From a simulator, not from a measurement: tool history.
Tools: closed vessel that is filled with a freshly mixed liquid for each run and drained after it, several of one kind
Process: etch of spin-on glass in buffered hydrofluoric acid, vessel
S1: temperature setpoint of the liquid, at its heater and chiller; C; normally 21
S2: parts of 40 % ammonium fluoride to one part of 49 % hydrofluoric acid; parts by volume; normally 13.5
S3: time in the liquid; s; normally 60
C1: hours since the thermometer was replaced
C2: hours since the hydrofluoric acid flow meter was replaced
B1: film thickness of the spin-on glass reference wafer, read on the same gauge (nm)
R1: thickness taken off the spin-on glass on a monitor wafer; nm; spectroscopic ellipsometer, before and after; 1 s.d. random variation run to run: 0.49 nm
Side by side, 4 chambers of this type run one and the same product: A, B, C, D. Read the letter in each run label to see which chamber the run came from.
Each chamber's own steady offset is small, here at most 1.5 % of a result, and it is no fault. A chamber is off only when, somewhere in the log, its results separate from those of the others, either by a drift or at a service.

| run | hour | S1 | S2 | S3 | C1 | C2 | B1 | R1 |
|---|---|---|---|---|---|---|---|---|
| 1A | 2.7 | 21 | 13.5 | 60 | 319.7 | 896.2 | 80.012 | 130.58 |
| 2D | 5.6 | 21 | 13.5 | 60 | 722 | 438.2 | 79.986 | 130.56 |
| 3C | 7.9 | 21 | 13.5 | 60 | 138.8 | 478.4 | 80.015 | 130.73 |
| 4B | 12 | 21 | 13.5 | 60 | 1183.4 | 363 | 80.005 | 132.31 |
| 5C | 15.1 | 21 | 13.5 | 60 | 146 | 485.6 | 79.991 | 130.31 |
| 6D | 18.8 | 21 | 13.5 | 60 | 735.2 | 451.4 | 79.994 | 130.43 |
| 7B | 21 | 21 | 13.5 | 60 | 1192.4 | 372 | 80.019 | 131.96 |
| 8A | 23.2 | 21 | 13.5 | 60 | 340.2 | 916.7 | 79.979 | 130.73 |
| 9A | 27.4 | 21 | 13.5 | 60 | 344.4 | 920.9 | 79.997 | 131.91 |
| 10B | 30.1 | 21 | 13.5 | 60 | 1201.5 | 381.1 | 80.001 | 132.08 |
| 11D | 34.3 | 21 | 13.5 | 60 | 750.7 | 466.9 | 79.996 | 131.37 |
| 12C | 37.9 | 21 | 13.5 | 60 | 168.8 | 508.4 | 80.013 | 130.07 |
| 13A | 42 | 21 | 13.5 | 60 | 359 | 935.5 | 80.017 | 131 |
| 14B | 44.7 | 21 | 17.5 | 45 | 1216.1 | 395.7 | 79.99 | 76.169 |
| 15C | 47.5 | 21 | 17.5 | 45 | 178.4 | 518 | 80.013 | 76.128 |
| 16D | 50 | 21 | 17.5 | 45 | 766.4 | 482.6 | 79.992 | 75.533 |
| 17A | 52.3 | 21 | 17.5 | 45 | 369.3 | 945.8 | 79.997 | 75.529 |
| 18B | 56.4 | 21 | 13.5 | 60 | 1227.8 | 407.4 | 79.98 | 131.33 |
| 19D | 59.9 | 21 | 13.5 | 60 | 776.3 | 492.5 | 79.991 | 130.3 |
| 20C | 64.2 | 21 | 13.5 | 60 | 195.1 | 534.7 | 79.988 | 130.94 |
| 21A | 67.8 | 21 | 13.5 | 60 | 384.8 | 961.3 | 79.999 | 127.19 |
| 22B | 71.2 | 21 | 13.5 | 60 | 1242.6 | 422.2 | 80.021 | 131.86 |
| 23C | 73.2 | 21 | 13.5 | 60 | 204.1 | 543.7 | 79.99 | 129.84 |
| 24D | 76.4 | 21 | 13.5 | 60 | 792.8 | 509 | 79.999 | 130.85 |
| 25D | 80.2 | 21 | 13.5 | 60 | 796.6 | 512.8 | 79.996 | 130.74 |
| 26C | 82.3 | 21 | 13.5 | 60 | 213.2 | 552.8 | 79.995 | 130.2 |
| 27A | 86 | 21 | 13.5 | 60 | 403 | 979.5 | 79.987 | 124.73 |
| 28B | 89.9 | 21 | 13.5 | 60 | 1261.3 | 440.9 | 79.998 | 131.51 |
| 29B | 94 | 21 | 13.5 | 60 | 1265.4 | 445 | 79.98 | 132.99 |

One chamber off, gauge drift, or nothing amiss beyond the chambers' own small offsets? If it is a chamber, which one, and what is the likeliest cause?

Chamber A drifts away from the others.
Likeliest cause: liquid colder than its thermometer reads (K) = 0.994.
The log may not separate it from: hydrofluoric acid flow below the setpoint (%).

Which of the 4 candidates below, each the usual settings with something changed and its results left as question marks, puts chamber A back in line with what the other chambers give on the usual settings?
In line here means within this much of the mean the other chambers give on the usual settings: R1 1.7 nm
| 30A-1 | 97.2 | 20.5 | 13.5 | 60 |  |  |  | ? |
| 30A-2 | 97.2 | 22 | 13.5 | 60 |  |  |  | ? |
| 30A-3 | 97.2 | 21.5 | 13.5 | 60 |  |  |  | ? |
| 30A-4 | 97.2 | 20 | 13.5 | 60 |  |  |  | ? |

The mean the other chambers reach with the usual settings: R1 131.04 nm
| run | R1 |
|---|---|
| 30A-1 | 120.15 |
| 30A-2 | 130.82 |
| 30A-3 | 127.15 |
| 30A-4 | 116.75 |
30A-2 is the one that brings the chamber's results back in line with the other chambers.
